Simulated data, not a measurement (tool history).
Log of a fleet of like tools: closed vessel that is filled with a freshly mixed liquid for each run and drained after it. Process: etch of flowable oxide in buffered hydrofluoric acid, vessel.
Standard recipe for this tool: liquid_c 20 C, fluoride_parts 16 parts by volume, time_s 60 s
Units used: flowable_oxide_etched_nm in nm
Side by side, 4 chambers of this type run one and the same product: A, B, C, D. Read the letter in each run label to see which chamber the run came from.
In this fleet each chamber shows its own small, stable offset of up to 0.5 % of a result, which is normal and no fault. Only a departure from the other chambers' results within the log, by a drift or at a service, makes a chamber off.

| run | hour | liquid_c | fluoride_parts | time_s | hours since the thermometer was replaced | hours since the hydrofluoric acid flow meter was replaced | read-back film thickness of the flowable oxide reference wafer, read on the same gauge (nm) | flowable_oxide_etched_nm |
|---|---|---|---|---|---|---|---|---|
| 1A | 7.1 | 20 | 16 | 60 | 1213.0 | 1091.1 | 70.004 | 85.288 |
| 2D | 13.8 | 20 | 16 | 60 | 862.5 | 754.4 | 69.979 | 85.372 |
| 3C | 24.6 | 20 | 16 | 60 | 731.7 | 355.7 | 70.002 | 83.980 |
| 4B | 37.3 | 20 | 16 | 60 | 583.0 | 528.5 | 70.027 | 85.577 |
| 5C | 50.5 | 20 | 16 | 60 | 757.6 | 381.6 | 70.006 | 85.332 |
| 6A | 62.9 | 20 | 16 | 60 | 1268.8 | 1146.9 | 69.985 | 84.828 |
| 7D | 75.5 | 20 | 14 | 95 | 924.2 | 816.1 | 70.002 | 153.880 |
| 8B | 86.7 | 20 | 14 | 95 | 632.4 | 577.9 | 70.019 | 153.690 |
| 9D | 94.8 | 20 | 14 | 95 | 943.5 | 835.4 | 69.976 | 152.470 |
| 10C | 103.9 | 20 | 14 | 95 | 811.0 | 435.0 | 69.961 | 153.190 |
| 11B | 114.0 | 20 | 16 | 60 | 659.7 | 605.2 | 69.970 | 84.359 |
| 12A | 122.5 | 20 | 16 | 60 | 1328.4 | 1206.5 | 69.994 | 84.692 |
| 13D | 130.2 | 20 | 16 | 60 | 978.9 | 870.8 | 70.033 | 85.804 |
| 14C | 143.1 | 20 | 16 | 60 | 850.2 | 474.2 | 69.979 | 84.728 |
| 15B | 151.8 | 20 | 16 | 60 | 697.5 | 643.0 | 69.951 | 85.838 |
| 16A | 165.1 | 20 | 16 | 60 | 1371.0 | 1249.1 | 69.999 | 85.931 |
| 17A | 174.4 | 20 | 16 | 80 | 1380.3 | 1258.4 | 69.986 | 114.200 |
| 18B | 187.6 | 20 | 16 | 80 | 733.3 | 678.8 | 69.983 | 113.910 |
| 19D | 199.5 | 20 | 16 | 80 | 1048.2 | 940.1 | 69.981 | 113.770 |
| 20C | 211.6 | 20 | 16 | 80 | 918.7 | 542.7 | 70.023 | 115.040 |
| 21B | 218.0 | 17 | 16 | 60 | 763.7 | 709.2 | 70.029 | 72.001 |
| 22A | 231.8 | 17 | 16 | 60 | 1437.7 | 1315.8 | 70.011 | 71.562 |
| 23C | 239.0 | 17 | 16 | 60 | 946.1 | 570.1 | 70.025 | 72.332 |
| 24D | 245.6 | 17 | 16 | 60 | 1094.3 | 986.2 | 70.019 | 72.151 |
| 25D | 256.4 | 20 | 16 | 60 | 1105.1 | 997.0 | 70.007 | 85.119 |
| 26A | 266.0 | 20 | 16 | 60 | 1471.9 | 1350.0 | 69.972 | 84.790 |
| 27B | 272.8 | 20 | 16 | 60 | 818.5 | 764.0 | 70.001 | 85.491 |
| 28C | 281.3 | 20 | 16 | 60 | 988.4 | 612.4 | 70.018 | 86.345 |
| 29D | 287.9 | 20 | 16 | 60 | 1136.6 | 1028.5 | 70.016 | 85.318 |
| 30B | 300.6 | 20 | 22 | 50 | 846.3 | 791.8 | 69.990 | 53.193 |
| 31A | 313.2 | 20 | 22 | 50 | 1519.1 | 1397.2 | 69.976 | 53.794 |
| 32C | 326.4 | 20 | 22 | 50 | 1033.5 | 657.5 | 69.998 | 54.044 |
| 33D | 336.9 | 20 | 22 | 50 | 1185.6 | 1077.5 | 70.008 | 53.158 |
| 34A | 343.1 | 20 | 16 | 60 | 1549.0 | 1427.1 | 69.992 | 85.619 |
| 35B | 354.1 | 20 | 16 | 60 | 899.8 | 845.3 | 69.983 | 85.261 |
| 36C | 361.5 | 20 | 16 | 60 | 1068.6 | 692.6 | 69.983 | 87.335 |
| 37D | 373.3 | 20 | 16 | 60 | 1222.0 | 1113.9 | 70.021 | 85.515 |
| 38C | 382.3 | 20 | 16 | 60 | 1089.4 | 713.4 | 70.039 | 88.217 |
| 39B | 392.5 | 20 | 16 | 60 | 938.2 | 883.7 | 70.004 | 86.474 |
| 40A | 405.3 | 20 | 16 | 60 | 1611.2 | 1489.3 | 70.027 | 85.278 |
| 41C | 414.0 | 20 | 16 | 60 | 1121.1 | 745.1 | 70.023 | 88.805 |
| 42A | 425.1 | 20 | 16 | 60 | 1631.0 | 1509.1 | 69.970 | 83.939 |
| 43D | 433.9 | 20 | 16 | 60 | 1282.6 | 1174.5 | 69.973 | 86.982 |
| 44B | 440.7 | 20 | 19 | 60 | 986.4 | 931.9 | 69.973 | 71.512 |

Each of the 4 chambers runs these same settings next. Fill in every chamber's results:
| 45A | 450.7 | 20 | 16 | 50 |  |  |  | ? |
| 45B | 450.7 | 20 | 16 | 50 |  |  |  | ? |
| 45C | 450.7 | 20 | 16 | 50 |  |  |  | ? |
| 45D | 450.7 | 20 | 16 | 50 |  |  |  | ? |

| run | flowable_oxide_etched_nm |
|---|---|
| 45A | 70.725 |
| 45B | 71.736 |
| 45C | 73.726 |
| 45D | 71.377 |
